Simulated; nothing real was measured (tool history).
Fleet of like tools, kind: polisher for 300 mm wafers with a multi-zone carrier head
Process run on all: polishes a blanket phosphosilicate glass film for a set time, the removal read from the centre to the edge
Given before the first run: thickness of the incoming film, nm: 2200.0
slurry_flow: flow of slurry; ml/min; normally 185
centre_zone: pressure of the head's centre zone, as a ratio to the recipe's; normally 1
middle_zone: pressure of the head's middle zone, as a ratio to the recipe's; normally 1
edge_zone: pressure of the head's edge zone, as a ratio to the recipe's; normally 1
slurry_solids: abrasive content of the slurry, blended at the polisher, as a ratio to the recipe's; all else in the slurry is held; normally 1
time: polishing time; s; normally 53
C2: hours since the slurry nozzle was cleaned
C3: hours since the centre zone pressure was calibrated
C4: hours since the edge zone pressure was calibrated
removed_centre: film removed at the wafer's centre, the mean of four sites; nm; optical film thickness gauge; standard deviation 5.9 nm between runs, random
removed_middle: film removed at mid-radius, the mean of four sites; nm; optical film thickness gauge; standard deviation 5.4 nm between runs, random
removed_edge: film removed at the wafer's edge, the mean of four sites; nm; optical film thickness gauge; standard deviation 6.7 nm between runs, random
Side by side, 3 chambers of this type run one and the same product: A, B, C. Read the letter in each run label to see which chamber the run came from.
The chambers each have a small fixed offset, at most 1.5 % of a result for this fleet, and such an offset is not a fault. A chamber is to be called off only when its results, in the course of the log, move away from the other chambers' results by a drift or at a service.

run 1B hour=4.3 | slurry_flow=185 centre_zone=1 middle_zone=1 edge_zone=1 slurry_solids=1 time=53 | wafers_polished_on_this_pad=291 C2=262.4 C3=514.2 C4=556.1 | removed_centre=559.18 removed_middle=576.16 removed_edge=563.59
run 2C hour=11 | slurry_flow=185 centre_zone=1 middle_zone=1 edge_zone=1 slurry_solids=1 time=53 | wafers_polished_on_this_pad=936 C2=126 C3=259.9 C4=203.1 | removed_centre=560.71 removed_middle=561.2 removed_edge=578.16
run 3A hour=15 | slurry_flow=185 centre_zone=1 middle_zone=1 edge_zone=1 slurry_solids=1 time=53 | wafers_polished_on_this_pad=303 C2=177.2 C3=1197.6 C4=544.8 | removed_centre=557.18 removed_middle=564.27 removed_edge=569.12
-- hour=16.4 chamber A: slurry nozzle cleaned
run 4C hour=20.2 | slurry_flow=185 centre_zone=1 middle_zone=1 edge_zone=1 slurry_solids=1 time=53 | wafers_polished_on_this_pad=1007 C2=135.2 C3=269.1 C4=212.3 | removed_centre=565.41 removed_middle=557.78 removed_edge=557.15
run 5B hour=27.4 | slurry_flow=185 centre_zone=1 middle_zone=1 edge_zone=1 slurry_solids=1 time=53 | wafers_polished_on_this_pad=471 C2=285.5 C3=537.3 C4=579.2 | removed_centre=549.68 removed_middle=572.49 removed_edge=561.68
-- hour=28.1 chamber C: worn pad replaced by a new one
run 6A hour=33.3 | slurry_flow=185 centre_zone=1 middle_zone=1.04 edge_zone=1 slurry_solids=1 time=53 | wafers_polished_on_this_pad=445 C2=16.9 C3=1215.9 C4=563.1 | removed_centre=558.81 removed_middle=585.36 removed_edge=570.53
run 7A hour=41.3 | slurry_flow=185 centre_zone=1 middle_zone=1.04 edge_zone=1 slurry_solids=1 time=53 | wafers_polished_on_this_pad=508 C2=24.9 C3=1223.9 C4=571.1 | removed_centre=561.23 removed_middle=578.58 removed_edge=568.01
-- hour=45.9 chamber B: worn pad replaced by a new one
run 8C hour=49.8 | slurry_flow=185 centre_zone=1 middle_zone=1.04 edge_zone=1 slurry_solids=1 time=53 | wafers_polished_on_this_pad=169 C2=164.8 C3=298.7 C4=241.9 | removed_centre=567.97 removed_middle=574.46 removed_edge=571.62
run 9B hour=57.3 | slurry_flow=185 centre_zone=1 middle_zone=1 edge_zone=1 slurry_solids=1 time=53 | wafers_polished_on_this_pad=89 C2=315.4 C3=567.2 C4=609.1 | removed_centre=563.58 removed_middle=562.72 removed_edge=559.3
run 10A hour=62.6 | slurry_flow=185 centre_zone=1 middle_zone=1 edge_zone=1 slurry_solids=1 time=53 | wafers_polished_on_this_pad=674 C2=46.2 C3=1245.2 C4=592.4 | removed_centre=567.86 removed_middle=565.15 removed_edge=561.04
run 11C hour=67.8 | slurry_flow=185 centre_zone=1 middle_zone=1 edge_zone=1 slurry_solids=1 time=53 | wafers_polished_on_this_pad=310 C2=182.8 C3=316.7 C4=259.9 | removed_centre=553.29 removed_middle=559.09 removed_edge=553.46
run 12B hour=74.1 | slurry_flow=185 centre_zone=1 middle_zone=1 edge_zone=1 slurry_solids=1 time=53 | wafers_polished_on_this_pad=220 C2=332.2 C3=584 C4=625.9 | removed_centre=558.79 removed_middle=569.94 removed_edge=566.78
run 13A hour=82.8 | slurry_flow=185 centre_zone=1 middle_zone=1 edge_zone=1 slurry_solids=1 time=53 | wafers_polished_on_this_pad=831 C2=66.4 C3=1265.4 C4=612.6 | removed_centre=553.98 removed_middle=552.83 removed_edge=562.07
run 14C hour=87.3 | slurry_flow=185 centre_zone=1 middle_zone=1 edge_zone=1 slurry_solids=1 time=53 | wafers_polished_on_this_pad=461 C2=202.3 C3=336.2 C4=279.4 | removed_centre=569.17 removed_middle=563.64 removed_edge=573.88
run 15B hour=94 | slurry_flow=185 centre_zone=1 middle_zone=1 edge_zone=1 slurry_solids=1 time=53 | wafers_polished_on_this_pad=375 C2=352.1 C3=603.9 C4=645.8 | removed_centre=569.49 removed_middle=568.99 removed_edge=558.97
run 16A hour=100.4 | slurry_flow=185 centre_zone=1 middle_zone=1 edge_zone=1 slurry_solids=1 time=69 | wafers_polished_on_this_pad=968 C2=84 C3=1283 C4=630.2 | removed_centre=720.38 removed_middle=713.55 removed_edge=713.69
run 17B hour=104.7 | slurry_flow=185 centre_zone=1 middle_zone=1 edge_zone=1 slurry_solids=1 time=69 | wafers_polished_on_this_pad=458 C2=362.8 C3=614.6 C4=656.5 | removed_centre=725.05 removed_middle=747.68 removed_edge=746.21
run 18C hour=109.9 | slurry_flow=185 centre_zone=1 middle_zone=1 edge_zone=1 slurry_solids=1 time=69 | wafers_polished_on_this_pad=638 C2=224.9 C3=358.8 C4=302 | removed_centre=752.67 removed_middle=725.84 removed_edge=742.11
run 19B hour=118.4 | slurry_flow=185 centre_zone=1 middle_zone=0.89 edge_zone=1 slurry_solids=1 time=53 | wafers_polished_on_this_pad=565 C2=376.5 C3=628.3 C4=670.2 | removed_centre=563.55 removed_middle=507.9 removed_edge=561.32
-- hour=122.7 chamber B: worn pad replaced by a new one
run 20A hour=125.5 | slurry_flow=185 centre_zone=1 middle_zone=0.89 edge_zone=1 slurry_solids=1 time=53 | wafers_polished_on_this_pad=1164 C2=109.1 C3=1308.1 C4=655.3 | removed_centre=527.17 removed_middle=494.49 removed_edge=533.73
run 21C hour=132.7 | slurry_flow=185 centre_zone=1 middle_zone=0.89 edge_zone=1 slurry_solids=1 time=53 | wafers_polished_on_this_pad=815 C2=247.7 C3=381.6 C4=324.8 | removed_centre=561.3 removed_middle=505.91 removed_edge=578.24
run 22B hour=140 | slurry_flow=185 centre_zone=1 middle_zone=1 edge_zone=1 slurry_solids=1 time=53 | wafers_polished_on_this_pad=135 C2=398.1 C3=649.9 C4=691.8 | removed_centre=559.61 removed_middle=565.19 removed_edge=569.41
run 23A hour=145.2 | slurry_flow=185 centre_zone=1 middle_zone=1 edge_zone=1 slurry_solids=1 time=53 | wafers_polished_on_this_pad=1317 C2=128.8 C3=1327.8 C4=675 | removed_centre=532.16 removed_middle=538.56 removed_edge=528.97
run 24C hour=152.4 | slurry_flow=185 centre_zone=1 middle_zone=1 edge_zone=1 slurry_solids=1 time=53 | wafers_polished_on_this_pad=969 C2=267.4 C3=401.3 C4=344.5 | removed_centre=564.31 removed_middle=565.15 removed_edge=564.7
-- hour=153.9 chamber A: centre zone pressure recalibrated
run 25C hour=161.4 | slurry_flow=185 centre_zone=1 middle_zone=1 edge_zone=1 slurry_solids=1 time=53 | wafers_polished_on_this_pad=1039 C2=276.4 C3=410.3 C4=353.5 | removed_centre=555.09 removed_middle=565.75 removed_edge=570.67
run 26A hour=168.6 | slurry_flow=185 centre_zone=1 middle_zone=1 edge_zone=1 slurry_solids=1 time=53 | wafers_polished_on_this_pad=1500 C2=152.2 C3=14.8 C4=698.4 | removed_centre=520.73 removed_middle=519.8 removed_edge=522.26
-- hour=172.9 chamber C: worn pad replaced by a new one
run 27B hour=173.8 | slurry_flow=185 centre_zone=1 middle_zone=1 edge_zone=1 slurry_solids=1 time=53 | wafers_polished_on_this_pad=398 C2=431.9 C3=683.7 C4=725.6 | removed_centre=560.91 removed_middle=560.11 removed_edge=567.03
run 28B hour=179.6 | slurry_flow=185 centre_zone=1 middle_zone=1 edge_zone=1 slurry_solids=1 time=53 | wafers_polished_on_this_pad=443 C2=437.7 C3=689.5 C4=731.4 | removed_centre=557.85 removed_middle=568.07 removed_edge=557.89
run 29A hour=185.2 | slurry_flow=185 centre_zone=1 middle_zone=1 edge_zone=1 slurry_solids=1 time=53 | wafers_polished_on_this_pad=1629 C2=168.8 C3=31.4 C4=715 | removed_centre=511.84 removed_middle=506.15 removed_edge=507.33
-- hour=188.6 chamber C: slurry nozzle cleaned
run 30C hour=191.3 | slurry_flow=185 centre_zone=1 middle_zone=1.05 edge_zone=1.1 slurry_solids=1 time=53 | wafers_polished_on_this_pad=143 C2=2.7 C3=440.2 C4=383.4 | removed_centre=574.54 removed_middle=581.73 removed_edge=598.81
run 31C hour=195.8 | slurry_flow=185 centre_zone=1 middle_zone=1.05 edge_zone=1.1 slurry_solids=1 time=53 | wafers_polished_on_this_pad=179 C2=7.2 C3=444.7 C4=387.9 | removed_centre=568.16 removed_middle=587.42 removed_edge=594.29

What goes on in this fleet: one chamber off, a drifting gauge, or nothing beyond the chambers' own small offsets? Name the chamber and the cause, if any.

Little by little, chamber A moves away from the other chambers.
What lies behind it: removal rate lost through wear of the pad, % = 10.1.
The log may not separate it from: slurry flow missing at the pad, %.

Below are 4 candidate recipes for chamber A's next run, each the usual settings with a change, their results shown as question marks. Which of them brings A's results back in line with what the other chambers give on the usual settings?
In-line tolerance around the mean of the other chambers on the usual settings: removed_centre 20 nm; removed_middle 19 nm; removed_edge 24 nm
run 32A-1 hour=202.3 | slurry_flow=190 centre_zone=1 middle_zone=1.01 edge_zone=1.01 slurry_solids=1.05 time=65 | removed_centre=? removed_middle=? removed_edge=?
run 32A-2 hour=202.3 | slurry_flow=180 centre_zone=1 middle_zone=0.99 edge_zone=0.99 slurry_solids=0.95 time=43 | removed_centre=? removed_middle=? removed_edge=?
run 32A-3 hour=202.3 | slurry_flow=185 centre_zone=1 middle_zone=1 edge_zone=1 slurry_solids=1.05 time=58 | removed_centre=? removed_middle=? removed_edge=?
run 32A-4 hour=202.3 | slurry_flow=185 centre_zone=1 middle_zone=1 edge_zone=1 slurry_solids=0.95 time=48 | removed_centre=? removed_middle=? removed_edge=?

The other chambers' mean on the usual settings: removed_centre 562.76 nm; removed_middle 564.99 nm; removed_edge 567.46 nm
run=32A-1 removed_centre=635.9 removed_middle=640.5 removed_edge=641.75
run=32A-2 removed_centre=398.6 removed_middle=394.72 removed_edge=399.58
run=32A-3 removed_centre=564.74 removed_middle=564.03 removed_edge=568.01
run=32A-4 removed_centre=447.17 removed_middle=446.61 removed_edge=449.77
The right change is 32A-3: it brings the chamber back within the allowed miss of the others.
